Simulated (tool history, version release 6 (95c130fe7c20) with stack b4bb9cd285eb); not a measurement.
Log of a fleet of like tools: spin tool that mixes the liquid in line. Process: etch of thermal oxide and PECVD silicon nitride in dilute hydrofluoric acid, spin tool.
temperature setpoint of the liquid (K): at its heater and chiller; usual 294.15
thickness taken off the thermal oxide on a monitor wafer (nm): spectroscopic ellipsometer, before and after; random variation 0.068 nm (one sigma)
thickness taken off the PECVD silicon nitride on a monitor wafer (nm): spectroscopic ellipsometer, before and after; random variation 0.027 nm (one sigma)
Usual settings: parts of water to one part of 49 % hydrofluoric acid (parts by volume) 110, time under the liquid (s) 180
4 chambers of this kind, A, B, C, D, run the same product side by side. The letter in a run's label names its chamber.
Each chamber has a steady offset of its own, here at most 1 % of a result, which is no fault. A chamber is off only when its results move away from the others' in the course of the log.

run     day  temperature setpoint of the liquid (K)  parts of water to one part of 49 % hydrofluoric acid (parts by volume)  time under the liquid (s)  read-back film thickness of the thermal oxide reference wafer, read on the same gauge (nm)  read-back film thickness of the PECVD silicon nitride reference wafer, read on the same gauge (nm)  thickness taken off the thermal oxide on a monitor wafer (nm)  thickness taken off the PECVD silicon nitride on a monitor wafer (nm)
 1C     0.4                                  294.15                                                                     110                        180                                                                                      150.01                                                                                              109.99                                                         7.0334                                                                 4.5654
 2B   0.829                                  294.15                                                                     110                        180                                                                                      150.01                                                                                              109.97                                                         6.9822                                                                 4.5324
 3D   1.254                                  294.15                                                                     110                        180                                                                                      150.04                                                                                              109.99                                                         6.9326                                                                 4.6364
 4A   1.542                                  294.15                                                                     110                        180                                                                                      149.98                                                                                              110.02                                                         6.9341                                                                 4.5642
 5A   2.033                                  294.15                                                                     110                        180                                                                                      150.01                                                                                              109.98                                                         7.0394                                                                 4.5493
 6D   2.408                                  294.15                                                                     110                        180                                                                                      149.98                                                                                              109.94                                                         7.0685                                                                 4.5978
 7C    2.75                                  294.15                                                                     110                        180                                                                                      150.01                                                                                              109.98                                                         7.0124                                                                 4.5323
 8B   3.271                                  294.15                                                                     110                        180                                                                                      149.95                                                                                              109.99                                                         7.0283                                                                 4.5631
 9A   3.758                                  294.15                                                                     110                        180                                                                                      149.98                                                                                              109.94                                                         6.9784                                                                 4.5644
      3.946  -- chamber D: thermometer replaced
10B   4.079                                  294.15                                                                     155                        180                                                                                         150                                                                                              110.02                                                         4.7796                                                                 3.2616
11C   4.542                                  294.15                                                                     155                        180                                                                                      149.98                                                                                              110.01                                                          4.738                                                                 3.2637
12D   4.854                                  294.15                                                                     155                        180                                                                                      150.01                                                                                              109.99                                                         4.6073                                                                 3.2406
13C    5.35                                  294.15                                                                     155                        180                                                                                      149.96                                                                                              109.99                                                         4.6514                                                                 3.2552
14A   5.692                                  294.15                                                                     110                        180                                                                                      150.02                                                                                              109.98                                                         6.9614                                                                 4.5648
15D   6.121                                  294.15                                                                     110                        180                                                                                         150                                                                                              109.99                                                          6.987                                                                 4.5738
16B   6.525                                  294.15                                                                     110                        180                                                                                      150.02                                                                                              109.96                                                         6.9869                                                                 4.5168
17A   6.958                                  294.15                                                                     110                        180                                                                                      150.03                                                                                              110.01                                                          6.928                                                                 4.5466
18D   7.446                                  294.15                                                                     110                        180                                                                                      150.03                                                                                              110.04                                                         6.9798                                                                 4.6018
19C   7.975                                  294.15                                                                     110                        180                                                                                      149.97                                                                                              109.97                                                         6.9243                                                                 4.5368
20B   8.358                                  294.15                                                                     110                        180                                                                                      149.98                                                                                              109.99                                                         7.0297                                                                 4.5366
21C   8.825                                  294.15                                                                     110                        180                                                                                         150                                                                                              109.97                                                         7.0666                                                                 4.5423
22D   9.067                                  294.15                                                                     110                        180                                                                                      150.01                                                                                              109.99                                                           6.89                                                                 4.5883
23B   9.379                                  291.15                                                                     110                        280                                                                                      149.97                                                                                              109.97                                                         9.4517                                                                 5.7818
24A   9.908                                  291.15                                                                     110                        280                                                                                      150.04                                                                                              109.98                                                         9.2511                                                                  5.581
25D    10.3                                  291.15                                                                     110                        280                                                                                      149.99                                                                                              109.99                                                         9.6781                                                                  5.749
26B  10.796                                  291.15                                                                     110                        280                                                                                      149.98                                                                                              110.02                                                         9.5511                                                                 5.8004
27C  11.342                                  294.15                                                                     110                        180                                                                                      150.01                                                                                              109.97                                                         6.9717                                                                 4.5602
28A   11.85                                  294.15                                                                     110                        180                                                                                      150.03                                                                                              109.95                                                         6.6615                                                                 4.4121
29A  12.317                                  294.15                                                                     110                        180                                                                                      150.02                                                                                              109.96                                                         6.5694                                                                 4.3814
30C  12.704                                  294.15                                                                     110                        180                                                                                      150.01                                                                                              110.05                                                          7.135                                                                 4.5581
31D  13.038                                  294.15                                                                     110                        180                                                                                         150                                                                                              110.03                                                         7.1039                                                                  4.578
32B  13.296                                  294.15                                                                     110                        180                                                                                      149.99                                                                                              109.97                                                          6.997                                                                 4.5575
33C  13.617                                  290.65                                                                     110                        180                                                                                      149.97                                                                                              109.99                                                         6.0524                                                                 3.5803
34D  13.954                                  290.65                                                                     110                        180                                                                                         150                                                                                              109.92                                                         6.0457                                                                 3.5941
35A  14.304                                  290.65                                                                     110                        180                                                                                      150.02                                                                                              109.97                                                         5.6547                                                                  3.386
36B  14.804                                  290.65                                                                     110                        180                                                                                      149.97                                                                                              109.96                                                         5.9483                                                                 3.5549
37D  15.058                                  294.15                                                                     110                        180                                                                                      149.97                                                                                                 110                                                         7.0354                                                                 4.5918
38A  15.529                                  294.15                                                                     110                        180                                                                                      149.97                                                                                              110.03                                                         6.4514                                                                 4.2572
39B  16.025                                  294.15                                                                     110                        180                                                                                      150.04                                                                                              109.97                                                         7.0276                                                                 4.5467
40C  16.558                                  294.15                                                                     110                        180                                                                                      150.01                                                                                              109.99                                                         7.0412                                                                 4.5311

All 4 chambers run these settings next. Forecast each chamber's results:
41A  16.954                                  298.15                                                                     110                        180                                                                                                                                                                                                                                                              ?                                                                      ?
41B  16.954                                  298.15                                                                     110                        180                                                                                                                                                                                                                                                              ?                                                                      ?
41C  16.954                                  298.15                                                                     110                        180                                                                                                                                                                                                                                                              ?                                                                      ?
41D  16.954                                  298.15                                                                     110                        180                                                                                                                                                                                                                                                              ?                                                                      ?

run  thickness taken off the thermal oxide on a monitor wafer (nm)  thickness taken off the PECVD silicon nitride on a monitor wafer (nm)
41A                                                         7.5139                                                                 5.5025
41B                                                          8.056                                                                 5.8869
41C                                                          7.969                                                                 5.9222
41D                                                         8.0877                                                                 5.9778
